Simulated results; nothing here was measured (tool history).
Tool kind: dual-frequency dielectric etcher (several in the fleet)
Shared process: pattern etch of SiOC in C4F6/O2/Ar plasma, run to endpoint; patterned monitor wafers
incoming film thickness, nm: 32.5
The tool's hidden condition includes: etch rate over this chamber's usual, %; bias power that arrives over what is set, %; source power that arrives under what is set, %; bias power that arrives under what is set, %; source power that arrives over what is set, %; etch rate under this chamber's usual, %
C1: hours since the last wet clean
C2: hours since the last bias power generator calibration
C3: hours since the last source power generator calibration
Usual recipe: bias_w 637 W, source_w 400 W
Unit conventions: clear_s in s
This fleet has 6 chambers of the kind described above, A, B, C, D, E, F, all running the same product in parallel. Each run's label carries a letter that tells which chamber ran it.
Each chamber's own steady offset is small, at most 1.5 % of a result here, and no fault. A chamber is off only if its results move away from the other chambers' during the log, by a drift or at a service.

{"run": "1E", "day": 0.208, "bias_w": 637, "source_w": 400, "C1": 110.2, "C2": 1443.5, "C3": 3772.8, "clear_s": 9.9187}
{"run": "2F", "day": 0.371, "bias_w": 637, "source_w": 400, "C1": 118.1, "C2": 70.1, "C3": 2194, "clear_s": 10.057}
{"run": "3A", "day": 0.492, "bias_w": 637, "source_w": 400, "C1": 294.8, "C2": 2537.6, "C3": 70.7, "clear_s": 9.9998}
{"run": "4B", "day": 0.617, "bias_w": 637, "source_w": 400, "C1": 48.1, "C2": 1001.9, "C3": 2062.5, "clear_s": 9.8686}
{"run": "5C", "day": 0.817, "bias_w": 637, "source_w": 400, "C1": 343.2, "C2": 368.2, "C3": 3059.2, "clear_s": 9.9618}
{"run": "6D", "day": 0.958, "bias_w": 730, "source_w": 400, "C1": 283.4, "C2": 1499.9, "C3": 1806.2, "clear_s": 9.2932}
{"run": "7E", "day": 1.067, "bias_w": 730, "source_w": 400, "C1": 130.8, "C2": 1464.1, "C3": 3793.4, "clear_s": 9.3957}
{"run": "8C", "day": 1.229, "bias_w": 730, "source_w": 400, "C1": 353.1, "C2": 378.1, "C3": 3069.1, "clear_s": 9.421}
{"run": "9F", "day": 1.35, "bias_w": 730, "source_w": 400, "C1": 141.6, "C2": 93.6, "C3": 2217.5, "clear_s": 9.3787}
{"run": "10B", "day": 1.567, "bias_w": 730, "source_w": 400, "C1": 70.9, "C2": 1024.7, "C3": 2085.3, "clear_s": 9.3545}
{"run": "11A", "day": 1.779, "bias_w": 730, "source_w": 400, "C1": 325.7, "C2": 2568.5, "C3": 101.6, "clear_s": 9.3776}
{"run": "12D", "day": 1.9, "bias_w": 708, "source_w": 400, "C1": 306, "C2": 1522.5, "C3": 1828.8, "clear_s": 9.569}
{"run": "13F", "day": 2.096, "bias_w": 708, "source_w": 400, "C1": 159.5, "C2": 111.5, "C3": 2235.4, "clear_s": 9.5928}
{"run": "14D", "day": 2.254, "bias_w": 708, "source_w": 400, "C1": 314.5, "C2": 1531, "C3": 1837.3, "clear_s": 9.4581}
{"run": "15E", "day": 2.396, "bias_w": 708, "source_w": 400, "C1": 162.7, "C2": 1496, "C3": 3825.3, "clear_s": 9.5027}
{"run": "16C", "day": 2.525, "bias_w": 708, "source_w": 400, "C1": 384.2, "C2": 409.2, "C3": 3100.2, "clear_s": 9.4911}
{"run": "17B", "day": 2.7, "bias_w": 708, "source_w": 400, "C1": 98.1, "C2": 1051.9, "C3": 2112.5, "clear_s": 9.4722}
{"run": "18A", "day": 2.875, "bias_w": 637, "source_w": 400, "C1": 352, "C2": 2594.8, "C3": 127.9, "clear_s": 10.047}
{"run": "19C", "day": 3.088, "bias_w": 637, "source_w": 400, "C1": 397.7, "C2": 422.7, "C3": 3113.7, "clear_s": 9.9749}
{"run": "20F", "day": 3.2, "bias_w": 637, "source_w": 400, "C1": 186, "C2": 138, "C3": 2261.9, "clear_s": 10.032}
{"run": "21A", "day": 3.346, "bias_w": 541, "source_w": 320, "C1": 363.3, "C2": 2606.1, "C3": 139.2, "clear_s": 11.537}
{"run": "22D", "day": 3.533, "bias_w": 541, "source_w": 320, "C1": 345.2, "C2": 1561.7, "C3": 1868, "clear_s": 11.423}
{"run": "23E", "day": 3.696, "bias_w": 541, "source_w": 320, "C1": 193.9, "C2": 1527.2, "C3": 3856.5, "clear_s": 11.376}
{"run": "24B", "day": 3.838, "bias_w": 541, "source_w": 320, "C1": 125.4, "C2": 1079.2, "C3": 2139.8, "clear_s": 11.575}
{"run": "25B", "day": 4.067, "bias_w": 541, "source_w": 320, "C1": 130.9, "C2": 1084.7, "C3": 2145.3, "clear_s": 11.532}
{"run": "26F", "day": 4.212, "bias_w": 541, "source_w": 320, "C1": 210.3, "C2": 162.3, "C3": 2286.2, "clear_s": 11.455}
{"run": "27A", "day": 4.4, "bias_w": 770, "source_w": 400, "C1": 388.6, "C2": 2631.4, "C3": 164.5, "clear_s": 9.3138}
{"run": "28C", "day": 4.575, "bias_w": 770, "source_w": 400, "C1": 433.4, "C2": 458.4, "C3": 3149.4, "clear_s": 9.2497}
{"day": 4.658, "done": "chamber C: wet clean of the chamber"}
{"run": "29D", "day": 4.758, "bias_w": 770, "source_w": 400, "C1": 374.6, "C2": 1591.1, "C3": 1897.4, "clear_s": 9.2928}
{"run": "30E", "day": 4.992, "bias_w": 770, "source_w": 400, "C1": 225, "C2": 1558.3, "C3": 3887.6, "clear_s": 9.2013}
{"run": "31B", "day": 5.146, "bias_w": 770, "source_w": 400, "C1": 156.8, "C2": 1110.6, "C3": 2171.2, "clear_s": 9.2103}
{"run": "32F", "day": 5.258, "bias_w": 770, "source_w": 400, "C1": 235.4, "C2": 187.4, "C3": 2311.3, "clear_s": 9.2039}
{"run": "33A", "day": 5.442, "bias_w": 637, "source_w": 400, "C1": 413.6, "C2": 2656.4, "C3": 189.5, "clear_s": 10.06}
{"run": "34E", "day": 5.658, "bias_w": 637, "source_w": 400, "C1": 241, "C2": 1574.3, "C3": 3903.6, "clear_s": 9.9028}
{"run": "35C", "day": 5.796, "bias_w": 637, "source_w": 400, "C1": 27.3, "C2": 487.7, "C3": 3178.7, "clear_s": 9.9684}
{"run": "36D", "day": 5.946, "bias_w": 637, "source_w": 400, "C1": 403.1, "C2": 1619.6, "C3": 1925.9, "clear_s": 10.188}
{"run": "37F", "day": 6.154, "bias_w": 637, "source_w": 400, "C1": 256.9, "C2": 208.9, "C3": 2332.8, "clear_s": 9.9521}
{"run": "38E", "day": 6.325, "bias_w": 637, "source_w": 400, "C1": 257, "C2": 1590.3, "C3": 3919.6, "clear_s": 9.9796}
{"run": "39D", "day": 6.517, "bias_w": 637, "source_w": 400, "C1": 416.8, "C2": 1633.3, "C3": 1939.6, "clear_s": 10.222}

For the next run the whole fleet of 6 chambers uses the same settings. Give each chamber's results:
{"run": "40A", "day": 6.688, "bias_w": 637, "source_w": 400, "clear_s": "?"}
{"run": "40B", "day": 6.688, "bias_w": 637, "source_w": 400, "clear_s": "?"}
{"run": "40C", "day": 6.688, "bias_w": 637, "source_w": 400, "clear_s": "?"}
{"run": "40D", "day": 6.688, "bias_w": 637, "source_w": 400, "clear_s": "?"}
{"run": "40E", "day": 6.688, "bias_w": 637, "source_w": 400, "clear_s": "?"}
{"run": "40F", "day": 6.688, "bias_w": 637, "source_w": 400, "clear_s": "?"}

run=40A clear_s=9.9437
run=40B clear_s=9.9541
run=40C clear_s=9.9483
run=40D clear_s=10.206
run=40E clear_s=9.8033
run=40F clear_s=9.9683

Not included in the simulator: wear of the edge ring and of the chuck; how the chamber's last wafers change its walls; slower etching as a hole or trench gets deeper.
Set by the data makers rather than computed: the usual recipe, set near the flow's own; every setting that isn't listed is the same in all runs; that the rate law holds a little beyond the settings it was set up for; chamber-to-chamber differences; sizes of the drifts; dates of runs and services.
